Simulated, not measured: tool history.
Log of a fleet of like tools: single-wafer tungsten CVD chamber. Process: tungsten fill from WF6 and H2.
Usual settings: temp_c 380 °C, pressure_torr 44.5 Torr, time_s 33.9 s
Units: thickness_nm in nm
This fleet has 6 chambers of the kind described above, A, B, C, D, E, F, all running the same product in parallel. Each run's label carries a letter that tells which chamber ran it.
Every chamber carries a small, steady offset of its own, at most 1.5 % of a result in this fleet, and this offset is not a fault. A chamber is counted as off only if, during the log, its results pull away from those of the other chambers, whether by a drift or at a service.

run   hour  temp_c  pressure_torr  time_s  read-back reference wafer on the same gauge, thickness_nm  thickness_nm
 1C   14.1     380           44.5    33.9                                                     87.030        80.507
 2B   22.1     380           44.5    33.9                                                     87.058        80.811
 3D   33.4     380           44.5    33.9                                                     87.055        81.709
      42.4  -- chamber B: capacitance manometer re-zeroed and calibrated
 4E   42.7     380           44.5    33.9                                                     86.949        80.587
 5A   51.8     380           44.5    33.9                                                     86.980        80.766
      53.2  -- chamber F: capacitance manometer re-zeroed and calibrated
 6F   65.7     380           44.5    33.9                                                     87.000        80.685
 7E   77.2     380           44.5    33.9                                                     86.982        80.867
 8C   88.0     380           44.5    33.9                                                     87.006        80.555
 9D  101.9     380           44.5    33.9                                                     87.028        81.710
10A  115.9     380           44.5    33.9                                                     87.038        81.304
11F  129.1     387           44.5    33.9                                                     87.028        92.589
12B  136.3     387           44.5    33.9                                                     86.939        92.919
13D  151.3     387           44.5    33.9                                                     87.007        94.034
14E  164.6     387           44.5    33.9                                                     87.046        93.109
15C  179.2     387           44.5    33.9                                                     87.022        92.633
16F  192.7     387           44.5    33.9                                                     87.002        92.673
17B  204.2     387           44.5    33.9                                                     86.984        92.678
     206.9  -- chamber C: capacitance manometer re-zeroed and calibrated
18A  213.3     387           44.5    33.9                                                     87.021        93.056
     219.4  -- chamber D: capacitance manometer re-zeroed and calibrated
19F  220.7     387           44.5    33.9                                                     87.088        92.078
20A  232.4     387           44.5    33.9                                                     86.938        92.632
21B  242.5     387           44.5    33.9                                                     87.046        92.595
22C  252.7     387           44.5    33.9                                                     87.001        93.214
23E  264.3     380           44.5    33.9                                                     86.990        81.074
24D  273.0     380           44.5    33.9                                                     87.013        81.615
25C  287.3     380           44.5    33.9                                                     86.996        80.288
26E  295.2     380           44.5    33.9                                                     87.023        80.514
     300.0  -- chamber F: thermocouple changed; heater temperature recalibrated
27F  306.3     380           44.5    33.9                                                     87.049        82.760
28B  319.8     380           44.5    33.9                                                     86.984        80.379
29A  333.8     380           44.5    33.9                                                     87.050        80.701
30D  347.7     380           44.5    36.0                                                     86.970        86.480
31C  361.8     380           44.5    36.0                                                     86.940        85.712
32B  375.7     380           44.5    36.0                                                     87.014        85.719
33D  384.1     380           44.5    36.0                                                     87.007        86.748
34F  396.6     380           44.5    36.0                                                     86.992        87.959
35E  406.1     380           44.5    36.0                                                     87.049        85.715
36A  416.4     380           44.5    33.9                                                     86.956        80.982
37D  423.3     380           44.5    33.9                                                     86.945        81.416
38C  438.2     380           44.5    33.9                                                     87.033        80.372
39F  451.7     380           44.5    33.9                                                     86.964        82.767
     451.8  -- chamber B: thermocouple changed; heater temperature recalibrated
40B  466.4     380           44.5    33.9                                                     86.975        80.732
41E  478.6     380           44.5    33.9                                                     86.995        80.527

Read the log: is a single chamber off, either drifting away or since a service, is the gauge that measures every chamber drifting, or is nothing wrong beyond small per-chamber offsets? Name any odd chamber and what most likely caused it.

Chamber F has stood off from the others ever since a service on it.
Most likely cause: wafer temperature above the value expected at the setpoint (K) = 1.31.

Which of the 4 candidates below, each the usual settings with something changed and its results left as question marks, puts chamber F back in line with what the other chambers give on the usual settings?
A result is in line if it is within this distance of the other chambers' mean on the usual settings: thickness_nm 0.730 nm
42F-1  489.4     379           44.2    33.9                                                                        ?
42F-2  489.4     380           45.7    35.2                                                                        ?
42F-3  489.4     378           43.8    33.9                                                                        ?
42F-4  489.4     381           44.5    33.9                                                                        ?

The mean the other chambers reach with the usual settings: thickness_nm 80.896 nm
  run  thickness_nm
42F-1        80.850
42F-2        86.937
42F-3        78.923
42F-4        84.366
The right change is 42F-1: it brings the chamber back within the allowed miss of the others.

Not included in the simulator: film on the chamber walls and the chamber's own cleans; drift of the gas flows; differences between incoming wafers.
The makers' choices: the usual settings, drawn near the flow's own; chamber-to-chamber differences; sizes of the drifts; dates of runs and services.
